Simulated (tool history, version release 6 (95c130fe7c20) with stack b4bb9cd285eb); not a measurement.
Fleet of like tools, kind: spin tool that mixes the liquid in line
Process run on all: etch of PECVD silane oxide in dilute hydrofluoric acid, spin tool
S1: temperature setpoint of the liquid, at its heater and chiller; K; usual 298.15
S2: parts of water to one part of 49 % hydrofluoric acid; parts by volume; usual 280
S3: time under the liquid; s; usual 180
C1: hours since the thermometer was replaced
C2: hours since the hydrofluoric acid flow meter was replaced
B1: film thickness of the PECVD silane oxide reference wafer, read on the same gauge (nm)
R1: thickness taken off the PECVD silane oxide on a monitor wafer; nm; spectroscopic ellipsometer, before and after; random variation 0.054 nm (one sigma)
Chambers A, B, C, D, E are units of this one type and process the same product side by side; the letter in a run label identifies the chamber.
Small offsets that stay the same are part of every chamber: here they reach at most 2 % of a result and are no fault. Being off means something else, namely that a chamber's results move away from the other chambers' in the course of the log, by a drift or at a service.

| run | hour | S1 | S2 | S3 | C1 | C2 | B1 | R1 |
|---|---|---|---|---|---|---|---|---|
| 1E | 4.8 | 298.15 | 280 | 180 | 1176.8 | 609.1 | 139.97 | 11.9540 |
| 2A | 9.6 | 298.15 | 280 | 180 | 268.5 | 83.9 | 140.00 | 12.1910 |
| 3C | 14.5 | 298.15 | 280 | 180 | 952.0 | 864.8 | 140.01 | 11.8580 |
| 4B | 20.5 | 298.15 | 280 | 180 | 1475.2 | 33.6 | 139.99 | 11.8400 |
| 5D | 24.9 | 298.15 | 280 | 180 | 318.3 | 795.7 | 140.02 | 12.1450 |
| 6A | 31.2 | 298.15 | 280 | 180 | 290.1 | 105.5 | 139.94 | 12.1330 |
| 7D | 37.8 | 298.15 | 280 | 180 | 331.2 | 808.6 | 140.02 | 12.1380 |
| 8B | 41.9 | 298.15 | 280 | 180 | 1496.6 | 55.0 | 140.00 | 11.8370 |
| 9C | 49.1 | 301.65 | 280 | 105 | 986.6 | 899.4 | 139.93 | 7.8944 |
| 10E | 55.2 | 301.65 | 280 | 105 | 1227.2 | 659.5 | 139.98 | 7.9167 |
| 11C | 61.8 | 301.65 | 280 | 105 | 999.3 | 912.1 | 139.99 | 7.8546 |
| 12E | 66.4 | 301.65 | 280 | 105 | 1238.4 | 670.7 | 139.96 | 7.9596 |
| 13A | 74.2 | 301.65 | 280 | 105 | 333.1 | 148.5 | 140.00 | 7.9183 |
| 14D | 78.9 | 298.15 | 280 | 180 | 372.3 | 849.7 | 139.98 | 12.1020 |
| 15B | 82.7 | 298.15 | 280 | 180 | 1537.4 | 95.8 | 139.98 | 11.8950 |
| 16B | 87.9 | 298.15 | 280 | 180 | 1542.6 | 101.0 | 139.95 | 11.9170 |
| 17D | 95.9 | 298.15 | 280 | 180 | 389.3 | 866.7 | 139.99 | 12.0670 |
| 18C | 101.3 | 303.15 | 280 | 260 | 1038.8 | 951.6 | 139.97 | 20.3770 |
| 19A | 109.3 | 303.15 | 280 | 260 | 368.2 | 183.6 | 140.00 | 20.6490 |
| 20E | 117.1 | 303.15 | 280 | 260 | 1289.1 | 721.4 | 140.00 | 21.0770 |
| 21B | 124.1 | 303.15 | 280 | 260 | 1578.8 | 137.2 | 139.96 | 19.9990 |
| 22A | 127.7 | 303.15 | 280 | 260 | 386.6 | 202.0 | 139.99 | 20.9320 |
| 23D | 132.5 | 298.15 | 280 | 180 | 425.9 | 903.3 | 140.00 | 12.1220 |
| 24E | 136.4 | 298.15 | 280 | 180 | 1308.4 | 740.7 | 140.04 | 12.3090 |
| 25C | 143.8 | 298.15 | 280 | 180 | 1081.3 | 994.1 | 139.99 | 12.0140 |
| 26D | 150.4 | 298.15 | 280 | 180 | 443.8 | 921.2 | 140.00 | 12.0900 |
| 27B | 157.4 | 298.15 | 280 | 250 | 1612.1 | 170.5 | 140.06 | 16.4970 |
| 28A | 163.6 | 298.15 | 280 | 250 | 422.5 | 237.9 | 140.02 | 16.8550 |
| 29C | 170.3 | 298.15 | 280 | 250 | 1107.8 | 1020.6 | 139.98 | 16.4810 |
| 30E | 175.7 | 298.15 | 280 | 250 | 1347.7 | 780.0 | 140.02 | 17.2850 |
| 31B | 182.9 | 298.15 | 280 | 250 | 1637.6 | 196.0 | 140.02 | 16.4160 |
| 32C | 190.2 | 298.15 | 280 | 180 | 1127.7 | 1040.5 | 140.02 | 11.9780 |
| 33D | 195.1 | 298.15 | 280 | 180 | 488.5 | 965.9 | 139.96 | 12.0920 |

What goes on in this fleet: one chamber off, a drifting gauge, or nothing beyond the chambers' own small offsets? Name the chamber and the cause, if any.

Little by little, chamber E moves away from the other chambers.
Most likely cause: hydrofluoric acid flow above the setpoint (%) = 4.07.
It could be hard to tell apart here from: liquid hotter than its thermometer reads (K).

Below are 4 candidate recipes for chamber E's next run, each the usual settings with a change, their results shown as question marks. Which of them brings E's results back in line with what the other chambers give on the usual settings?
In line means no further than this from the other chambers' mean on the usual settings: R1 0.1900 nm
| 34E-1 | 200.9 | 298.15 | 275 | 185 |  |  |  | ? |
| 34E-2 | 200.9 | 298.15 | 285 | 180 |  |  |  | ? |
| 34E-3 | 200.9 | 298.15 | 285 | 175 |  |  |  | ? |
| 34E-4 | 200.9 | 298.65 | 280 | 180 |  |  |  | ? |

On the usual settings, the other chambers give on average: R1 12.0050 nm
| run | R1 |
|---|---|
| 34E-1 | 13.1950 |
| 34E-2 | 12.2730 |
| 34E-3 | 11.9320 |
| 34E-4 | 12.7710 |
It is 34E-3 that realigns the chamber with its peers.

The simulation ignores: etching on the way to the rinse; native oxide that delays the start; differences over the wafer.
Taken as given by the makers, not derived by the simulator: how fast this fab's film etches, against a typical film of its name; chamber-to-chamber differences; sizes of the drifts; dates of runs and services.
